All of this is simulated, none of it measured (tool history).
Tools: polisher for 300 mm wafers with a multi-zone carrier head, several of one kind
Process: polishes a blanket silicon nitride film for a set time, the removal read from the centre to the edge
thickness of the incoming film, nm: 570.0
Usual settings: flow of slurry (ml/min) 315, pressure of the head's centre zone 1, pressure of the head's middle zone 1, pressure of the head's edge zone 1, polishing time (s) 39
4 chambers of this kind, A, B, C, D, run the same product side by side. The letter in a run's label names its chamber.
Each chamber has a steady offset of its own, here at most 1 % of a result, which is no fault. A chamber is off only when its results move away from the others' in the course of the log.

run	hour	flow of slurry (ml/min)	pressure of the head's centre zone	pressure of the head's middle zone	pressure of the head's edge zone	polishing time (s)	wafers polished on this pad	hours since the slurry nozzle was cleaned	hours since the centre zone pressure was calibrated	hours since the edge zone pressure was calibrated	film removed at the wafer's centre (angstrom)	film removed at mid-radius (angstrom)	film removed at the wafer's edge (angstrom)
1C	5.3	315	1	1	1	39	42	240.8	731	866.2	685.61	689.89	686.22
2B	10.4	315	1	1	1	39	1071	97.6	390.8	1190.7	675.27	686.24	687.49
3A	15.2	315	1	1	1	39	290	361.1	373.2	246.4	686.42	677.96	683.9
4D	22.6	315	1	1	1	39	249	229.2	488.1	664.8	678.63	676.21	678.96
5C	28.9	315	1	1	1	39	201	264.4	754.6	889.8	676.74	683.14	681.11
6A	33.5	315	1	1	1	39	413	379.4	391.5	264.7	690.37	669.78	680.85
# hour 37.7: chamber C: centre zone pressure recalibrated
7B	40.9	315	1	1	1	39	1277	128.1	421.3	1221.2	684.21	685.61	685.31
8D	47.4	315	1	1	1	39	417	254	512.9	689.6	688.01	681.87	678.8
# hour 49.7: chamber B: worn pad replaced by a new one
9D	52.7	315	1	1	1	39	452	259.3	518.2	694.9	679.27	671.63	686.79
# hour 53.5: chamber A: edge zone pressure recalibrated
10C	56.4	315	1	1	1	39	386	291.9	18.7	917.3	680.13	675.77	690.54
11A	62.3	315	1	1	1	39	608	408.2	420.3	8.8	689.7	681.51	693.46
12B	69.9	315	1	1	1	39	136	157.1	450.3	1250.2	680.01	682.72	694.35
# hour 74.7: chamber D: centre zone pressure recalibrated
13A	76.2	315	1	1	1	39	702	422.1	434.2	22.7	678.75	688.56	686.81
14D	82.1	315	1	1	1	39	651	288.7	7.5	724.3	689.4	684.08	688.36
15C	85.9	315	1	1	1	39	585	321.4	48.2	946.8	677.58	677.41	687.21
16B	91.4	315	1	1	1	39	281	178.6	471.8	1271.7	686.66	683.37	675.41
# hour 92.4: chamber D: worn pad replaced by a new one
17A	97.4	315	1	1	1	39	845	443.3	455.4	43.9	681.62	687.04	673.96
18C	105.6	315	1	1	1	39	718	341.1	67.9	966.5	674.2	678.89	692.66
19D	113.1	255	1	1	1	39	140	319.7	38.5	755.3	667.27	665.17	677.65
# hour 113.5: chamber B: edge zone pressure recalibrated
# hour 114.9: chamber A: centre zone pressure recalibrated
# hour 117.7: chamber B: slurry nozzle cleaned
20B	120	255	1	1	1	39	474	2.3	500.4	6.5	660.36	678.42	656.25
21B	126.5	255	1	1	1	39	518	8.8	506.9	13	668.61	672.43	663.6
22D	130.6	255	1	1	1	39	258	337.2	56	772.8	661.63	660.61	667.56
23A	138.6	315	1	1	1	39	1123	484.5	23.8	85.1	679.86	681.81	692.72
24C	143.9	315	1	1	1	39	977	379.4	106.2	1004.8	672.32	676.35	675.8
# hour 146.7: chamber A: worn pad replaced by a new one
25C	149.5	315	1	1	1	39	1015	385	111.8	1010.4	667.72	681.33	682.26
26B	156.6	315	1	1	1	39	721	38.9	537	43.1	684.86	679.41	699.32
# hour 162.4: chamber D: slurry nozzle cleaned
27D	163.4	315	1	1	1	39	479	1	88.8	805.6	682.38	684.67	688.98
28A	168.2	315	1	1	1	39	145	514.1	53.4	114.7	680.67	679.12	673.53
29D	174	315	1	1	1	32	551	11.6	99.4	816.2	559.68	557.06	558.12
# hour 179.8: chamber C: worn pad replaced by a new one
30B	181.4	315	1	1	1	32	888	63.7	561.8	67.9	569.04	562.36	560.33
31A	188	315	1	1	1	32	279	533.9	73.2	134.5	560.89	559.11	568.89
32C	192.4	315	1	1	1	32	85	427.9	154.7	1053.3	561.87	561.7	554.64
# hour 195.5: chamber D: worn pad replaced by a new one
33D	197.9	315	1	1	1	39	16	35.5	123.3	840.1	688.63	687.74	681.13
34C	201.9	315	1.05	1	0.93	39	149	437.4	164.2	1062.8	713.29	678.44	656.74
35B	209.2	315	1.05	1	0.93	39	1076	91.5	589.6	95.7	723.6	685.92	649.56
36A	217.4	315	1.05	1	0.93	39	477	563.3	102.6	163.9	730.5	667.34	655.38
37C	223	315	1.05	1	0.93	39	291	458.5	185.3	1083.9	720.02	678.08	669.47

Next, every chamber runs the same settings. What will each give?
38A	229	315	1	1	1	39					?	?	?
38B	229	315	1	1	1	39					?	?	?
38C	229	315	1	1	1	39					?	?	?
38D	229	315	1	1	1	39					?	?	?

run	film removed at the wafer's centre (angstrom)	film removed at mid-radius (angstrom)	film removed at the wafer's edge (angstrom)
38A	686.37	663.86	678.83
38B	687.8	681.2	670.48
38C	685.59	682.38	678.96
38D	681.73	680.71	689.45
